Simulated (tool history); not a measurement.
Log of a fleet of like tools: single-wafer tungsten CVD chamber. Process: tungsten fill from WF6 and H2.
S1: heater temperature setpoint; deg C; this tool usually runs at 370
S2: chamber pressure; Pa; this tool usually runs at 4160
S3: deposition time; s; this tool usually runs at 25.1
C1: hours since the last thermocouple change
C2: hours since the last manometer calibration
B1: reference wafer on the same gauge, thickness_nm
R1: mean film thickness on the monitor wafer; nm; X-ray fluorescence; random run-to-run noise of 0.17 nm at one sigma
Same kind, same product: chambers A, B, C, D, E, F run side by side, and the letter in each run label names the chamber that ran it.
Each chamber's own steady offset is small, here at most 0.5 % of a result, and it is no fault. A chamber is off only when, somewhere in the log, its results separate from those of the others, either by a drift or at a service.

run,hour,S1,S2,S3,C1,C2,B1,R1
# hour 1.4: chamber A: capacitance manometer re-zeroed and calibrated
1F,7.8,370,4160,25.1,2043.6,157.7,40.21,40.938
# hour 12.9: chamber D: thermocouple changed; heater temperature recalibrated
2C,15.2,370,4160,25.1,604.1,922.8,40.206,41.116
3D,21.1,370,4160,25.1,8.3,500.5,40.196,40.846
4B,28.6,370,4160,25.1,728.2,2390.9,40.181,40.576
5A,34.8,370,4160,25.1,70.2,33.5,40.229,41.022
6E,40.7,370,4160,25.1,908.4,389.5,40.199,41.089
7A,45.8,370,4160,25.1,81.2,44.5,40.215,41.208
8C,50.2,370,4586,25.1,639.1,957.8,40.171,42.716
9F,57.2,370,4586,25.1,2093,207.1,40.196,42.791
10B,61,370,4586,25.1,760.6,2423.3,40.264,42.724
11E,65.4,370,4586,25.1,933.1,414.2,40.194,43.588
12D,71.5,370,4586,25.1,58.7,550.9,40.148,42.941
13B,79.2,370,4586,25.1,778.8,2441.5,40.17,42.956
14D,84.2,370,4160,25.1,71.4,563.6,40.178,40.784
15E,89.5,370,4160,25.1,957.2,438.3,40.253,41.07
16A,96.6,370,4160,25.1,132,95.3,40.232,40.918
17F,101.6,370,4160,25.1,2137.4,251.5,40.204,40.952
18C,106.8,370,4160,25.1,695.7,1014.4,40.181,40.994
# hour 106.9: chamber E: thermocouple changed; heater temperature recalibrated
19B,110.7,370,4160,25.1,810.3,2473,40.232,40.557
20E,116.9,370,4160,25.1,10,465.7,40.172,40.967
21F,122.3,370,4160,25.1,2158.1,272.2,40.171,40.933
22D,128.9,370,4160,25.1,116.1,608.3,40.169,41.055
23C,136.4,370,4160,22.6,725.3,1044,40.206,36.787
24A,140.8,370,4160,22.6,176.2,139.5,40.238,37.01
25F,144.8,370,4160,22.6,2180.6,294.7,40.244,37.013
26C,149.2,370,4160,22.6,738.1,1056.8,40.167,37.054
27B,155.3,370,4160,22.6,854.9,2517.6,40.252,36.065
28E,163,370,4160,22.6,56.1,511.8,40.195,36.914
29A,168.3,364,4160,27.4,203.7,167,40.21,39.446
30D,174,364,4160,27.4,161.2,653.4,40.185,39.109
31E,180.6,364,4160,27.4,73.7,529.4,40.169,39.576
32B,188.4,364,4160,27.4,888,2550.7,40.204,37.786
# hour 192: chamber B: capacitance manometer re-zeroed and calibrated
33D,192.5,364,4160,27.4,179.7,671.9,40.211,39.214
34F,198.6,364,4160,27.4,2234.4,348.5,40.219,39.236
35C,203.3,370,4160,25.1,792.2,1110.9,40.203,40.863
36A,207.7,370,4160,25.1,243.1,206.4,40.152,41.005
37B,212.6,370,4160,25.1,912.2,20.7,40.176,39.28
38E,217,370,4160,25.1,110.1,565.8,40.262,41.394
39C,220.4,370,4160,25.1,809.3,1128,40.177,41.309
40A,224.9,370,4160,25.1,260.3,223.6,40.196,40.756
41D,231.6,370,4160,25.1,218.8,711,40.166,41.097

Is one chamber off against the others, does the gauge drift, or is nothing wrong? If a chamber is off, say which, and what the likeliest cause is.

It is chamber B that slowly wanders off from its peers.
Cause: wafer temperature below the value expected at the setpoint (K) = 1.99.

Below are 4 candidate recipes for chamber B's next run, each the usual settings with a change, their results shown as question marks. Which of them brings B's results back in line with what the other chambers give on the usual settings?
To be in line, a result may differ from the other chambers' mean on the usual settings by at most: R1 0.61 nm
42B-1,237.1,369,4160,25.1,,,,?
42B-2,237.1,371,4160,25.1,,,,?
42B-3,237.1,370,4266,26,,,,?
42B-4,237.1,370,3733,25.1,,,,?

On the usual settings, the other chambers give on average: R1 41.04 nm
run,R1
42B-1,38.283
42B-2,39.977
42B-3,41.017
42B-4,37.161
42B-3 puts the chamber back in line with the other chambers.
